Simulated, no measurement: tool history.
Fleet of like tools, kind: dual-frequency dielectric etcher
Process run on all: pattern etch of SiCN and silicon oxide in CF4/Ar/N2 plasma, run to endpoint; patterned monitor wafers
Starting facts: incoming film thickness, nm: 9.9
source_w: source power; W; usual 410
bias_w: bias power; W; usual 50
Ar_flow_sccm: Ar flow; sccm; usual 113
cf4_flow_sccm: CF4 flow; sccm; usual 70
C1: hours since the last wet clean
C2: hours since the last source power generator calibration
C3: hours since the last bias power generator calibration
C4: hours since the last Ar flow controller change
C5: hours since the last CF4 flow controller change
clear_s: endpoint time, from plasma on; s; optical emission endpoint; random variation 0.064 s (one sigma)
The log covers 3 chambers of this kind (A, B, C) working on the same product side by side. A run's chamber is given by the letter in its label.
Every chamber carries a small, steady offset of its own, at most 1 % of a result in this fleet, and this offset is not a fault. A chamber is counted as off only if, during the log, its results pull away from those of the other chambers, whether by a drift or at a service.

{"run": "1B", "hour": 11.4, "source_w": 410, "bias_w": 50, "Ar_flow_sccm": 113, "cf4_flow_sccm": 70, "C1": 232.4, "C2": 300.2, "C3": 605.5, "C4": 1896.3, "C5": 623.6, "clear_s": 14.469}
{"run": "2C", "hour": 19.3, "source_w": 410, "bias_w": 50, "Ar_flow_sccm": 113, "cf4_flow_sccm": 70, "C1": 587.2, "C2": 1577.4, "C3": 701.6, "C4": 4552.4, "C5": 2489.3, "clear_s": 14.378}
{"run": "3A", "hour": 25.6, "source_w": 410, "bias_w": 50, "Ar_flow_sccm": 113, "cf4_flow_sccm": 70, "C1": 353.7, "C2": 739.9, "C3": 1143.6, "C4": 1698.4, "C5": 3194.2, "clear_s": 14.353}
{"run": "4B", "hour": 35.2, "source_w": 410, "bias_w": 50, "Ar_flow_sccm": 113, "cf4_flow_sccm": 70, "C1": 256.2, "C2": 324, "C3": 629.3, "C4": 1920.1, "C5": 647.4, "clear_s": 14.534}
{"run": "5C", "hour": 43.7, "source_w": 410, "bias_w": 62, "Ar_flow_sccm": 113, "cf4_flow_sccm": 62, "C1": 611.6, "C2": 1601.8, "C3": 726, "C4": 4576.8, "C5": 2513.7, "clear_s": 13.683}
{"run": "6A", "hour": 53.7, "source_w": 410, "bias_w": 62, "Ar_flow_sccm": 113, "cf4_flow_sccm": 62, "C1": 381.8, "C2": 768, "C3": 1171.7, "C4": 1726.5, "C5": 3222.3, "clear_s": 13.49}
{"run": "7A", "hour": 64.9, "source_w": 410, "bias_w": 62, "Ar_flow_sccm": 113, "cf4_flow_sccm": 62, "C1": 393, "C2": 779.2, "C3": 1182.9, "C4": 1737.7, "C5": 3233.5, "clear_s": 13.593}
{"run": "8C", "hour": 71.3, "source_w": 410, "bias_w": 50, "Ar_flow_sccm": 113, "cf4_flow_sccm": 70, "C1": 639.2, "C2": 1629.4, "C3": 753.6, "C4": 4604.4, "C5": 2541.3, "clear_s": 14.357}
{"run": "9B", "hour": 81.9, "source_w": 410, "bias_w": 50, "Ar_flow_sccm": 113, "cf4_flow_sccm": 70, "C1": 302.9, "C2": 370.7, "C3": 676, "C4": 1966.8, "C5": 694.1, "clear_s": 14.551}
{"hour": 83.2, "done": "chamber C: wet clean of the chamber"}
{"run": "10A", "hour": 91.5, "source_w": 410, "bias_w": 50, "Ar_flow_sccm": 113, "cf4_flow_sccm": 70, "C1": 419.6, "C2": 805.8, "C3": 1209.5, "C4": 1764.3, "C5": 3260.1, "clear_s": 14.272}
{"run": "11B", "hour": 102.0, "source_w": 410, "bias_w": 50, "Ar_flow_sccm": 113, "cf4_flow_sccm": 70, "C1": 323, "C2": 390.8, "C3": 696.1, "C4": 1986.9, "C5": 714.2, "clear_s": 14.475}
{"run": "12C", "hour": 113.4, "source_w": 410, "bias_w": 50, "Ar_flow_sccm": 113, "cf4_flow_sccm": 70, "C1": 30.2, "C2": 1671.5, "C3": 795.7, "C4": 4646.5, "C5": 2583.4, "clear_s": 14.339}
{"run": "13C", "hour": 124.5, "source_w": 410, "bias_w": 50, "Ar_flow_sccm": 113, "cf4_flow_sccm": 70, "C1": 41.3, "C2": 1682.6, "C3": 806.8, "C4": 4657.6, "C5": 2594.5, "clear_s": 14.365}
{"run": "14A", "hour": 132.1, "source_w": 410, "bias_w": 50, "Ar_flow_sccm": 113, "cf4_flow_sccm": 70, "C1": 460.2, "C2": 846.4, "C3": 1250.1, "C4": 1804.9, "C5": 3300.7, "clear_s": 14.423}
{"run": "15B", "hour": 139.0, "source_w": 410, "bias_w": 50, "Ar_flow_sccm": 113, "cf4_flow_sccm": 53, "C1": 360, "C2": 427.8, "C3": 733.1, "C4": 2023.9, "C5": 751.2, "clear_s": 15.227}
{"run": "16C", "hour": 147.1, "source_w": 410, "bias_w": 50, "Ar_flow_sccm": 113, "cf4_flow_sccm": 53, "C1": 63.9, "C2": 1705.2, "C3": 829.4, "C4": 4680.2, "C5": 2617.1, "clear_s": 15.129}
{"run": "17B", "hour": 153.6, "source_w": 410, "bias_w": 50, "Ar_flow_sccm": 113, "cf4_flow_sccm": 53, "C1": 374.6, "C2": 442.4, "C3": 747.7, "C4": 2038.5, "C5": 765.8, "clear_s": 15.119}
{"hour": 154.2, "done": "chamber B: wet clean of the chamber"}
{"run": "18A", "hour": 160.8, "source_w": 410, "bias_w": 50, "Ar_flow_sccm": 113, "cf4_flow_sccm": 70, "C1": 488.9, "C2": 875.1, "C3": 1278.8, "C4": 1833.6, "C5": 3329.4, "clear_s": 14.485}
{"run": "19C", "hour": 166.5, "source_w": 410, "bias_w": 50, "Ar_flow_sccm": 132, "cf4_flow_sccm": 70, "C1": 83.3, "C2": 1724.6, "C3": 848.8, "C4": 4699.6, "C5": 2636.5, "clear_s": 14.76}
{"run": "20A", "hour": 172.2, "source_w": 410, "bias_w": 50, "Ar_flow_sccm": 132, "cf4_flow_sccm": 70, "C1": 500.3, "C2": 886.5, "C3": 1290.2, "C4": 1845, "C5": 3340.8, "clear_s": 14.959}
{"run": "21B", "hour": 179.0, "source_w": 410, "bias_w": 50, "Ar_flow_sccm": 132, "cf4_flow_sccm": 70, "C1": 24.8, "C2": 467.8, "C3": 773.1, "C4": 2063.9, "C5": 791.2, "clear_s": 14.914}
{"hour": 189.7, "done": "chamber A: wet clean of the chamber"}
{"run": "22A", "hour": 190.4, "source_w": 410, "bias_w": 50, "Ar_flow_sccm": 113, "cf4_flow_sccm": 70, "C1": 0.7, "C2": 904.7, "C3": 1308.4, "C4": 1863.2, "C5": 3359, "clear_s": 14.699}
{"run": "23C", "hour": 199.1, "source_w": 410, "bias_w": 50, "Ar_flow_sccm": 113, "cf4_flow_sccm": 70, "C1": 115.9, "C2": 1757.2, "C3": 881.4, "C4": 4732.2, "C5": 2669.1, "clear_s": 14.448}
{"run": "24B", "hour": 210.6, "source_w": 410, "bias_w": 50, "Ar_flow_sccm": 113, "cf4_flow_sccm": 70, "C1": 56.4, "C2": 499.4, "C3": 804.7, "C4": 2095.5, "C5": 822.8, "clear_s": 14.405}
{"run": "25C", "hour": 222.3, "source_w": 410, "bias_w": 50, "Ar_flow_sccm": 113, "cf4_flow_sccm": 70, "C1": 139.1, "C2": 1780.4, "C3": 904.6, "C4": 4755.4, "C5": 2692.3, "clear_s": 14.293}
{"hour": 228.0, "done": "chamber C: Ar flow controller replaced"}
{"run": "26A", "hour": 230.6, "source_w": 410, "bias_w": 50, "Ar_flow_sccm": 113, "cf4_flow_sccm": 70, "C1": 40.9, "C2": 944.9, "C3": 1348.6, "C4": 1903.4, "C5": 3399.2, "clear_s": 14.792}
{"run": "27B", "hour": 240.8, "source_w": 410, "bias_w": 50, "Ar_flow_sccm": 113, "cf4_flow_sccm": 70, "C1": 86.6, "C2": 529.6, "C3": 834.9, "C4": 2125.7, "C5": 853, "clear_s": 14.469}
{"run": "28B", "hour": 252.2, "source_w": 410, "bias_w": 50, "Ar_flow_sccm": 113, "cf4_flow_sccm": 70, "C1": 98, "C2": 541, "C3": 846.3, "C4": 2137.1, "C5": 864.4, "clear_s": 14.5}
{"run": "29A", "hour": 261.5, "source_w": 410, "bias_w": 61, "Ar_flow_sccm": 113, "cf4_flow_sccm": 75, "C1": 71.8, "C2": 975.8, "C3": 1379.5, "C4": 1934.3, "C5": 3430.1, "clear_s": 13.846}
{"run": "30C", "hour": 267.9, "source_w": 410, "bias_w": 61, "Ar_flow_sccm": 113, "cf4_flow_sccm": 75, "C1": 184.7, "C2": 1826, "C3": 950.2, "C4": 39.9, "C5": 2737.9, "clear_s": 13.252}
{"run": "31C", "hour": 273.7, "source_w": 410, "bias_w": 61, "Ar_flow_sccm": 113, "cf4_flow_sccm": 75, "C1": 190.5, "C2": 1831.8, "C3": 956, "C4": 45.7, "C5": 2743.7, "clear_s": 13.296}
{"run": "32B", "hour": 285.5, "source_w": 410, "bias_w": 50, "Ar_flow_sccm": 113, "cf4_flow_sccm": 70, "C1": 131.3, "C2": 574.3, "C3": 879.6, "C4": 2170.4, "C5": 897.7, "clear_s": 14.436}

Read the log: is a single chamber off, either drifting away or since a service, is the gauge that measures every chamber drifting, or is nothing wrong beyond small per-chamber offsets? Name any odd chamber and what most likely caused it.

It is chamber A that slowly wanders off from its peers.
Cause: source power that arrives under what is set, % = 5.12.

Below are 4 candidate recipes for chamber A's next run, each the usual settings with a change, their results shown as question marks. Which of them brings A's results back in line with what the other chambers give on the usual settings?
Counts as in line when no further than this from what the other chambers average on the usual settings: clear_s 0.23 s
{"run": "33A-1", "hour": 293.9, "source_w": 410, "bias_w": 56, "Ar_flow_sccm": 113, "cf4_flow_sccm": 70, "clear_s": "?"}
{"run": "33A-2", "hour": 293.9, "source_w": 410, "bias_w": 44, "Ar_flow_sccm": 113, "cf4_flow_sccm": 70, "clear_s": "?"}
{"run": "33A-3", "hour": 293.9, "source_w": 410, "bias_w": 50, "Ar_flow_sccm": 105, "cf4_flow_sccm": 70, "clear_s": "?"}
{"run": "33A-4", "hour": 293.9, "source_w": 410, "bias_w": 48, "Ar_flow_sccm": 113, "cf4_flow_sccm": 70, "clear_s": "?"}

Usual-settings mean across the other chambers: clear_s 14.421 s
run=33A-1 clear_s=14.464
run=33A-2 clear_s=15.612
run=33A-3 clear_s=14.814
run=33A-4 clear_s=15.196
Change 33A-1 lands the chamber within the allowed miss of the other chambers.
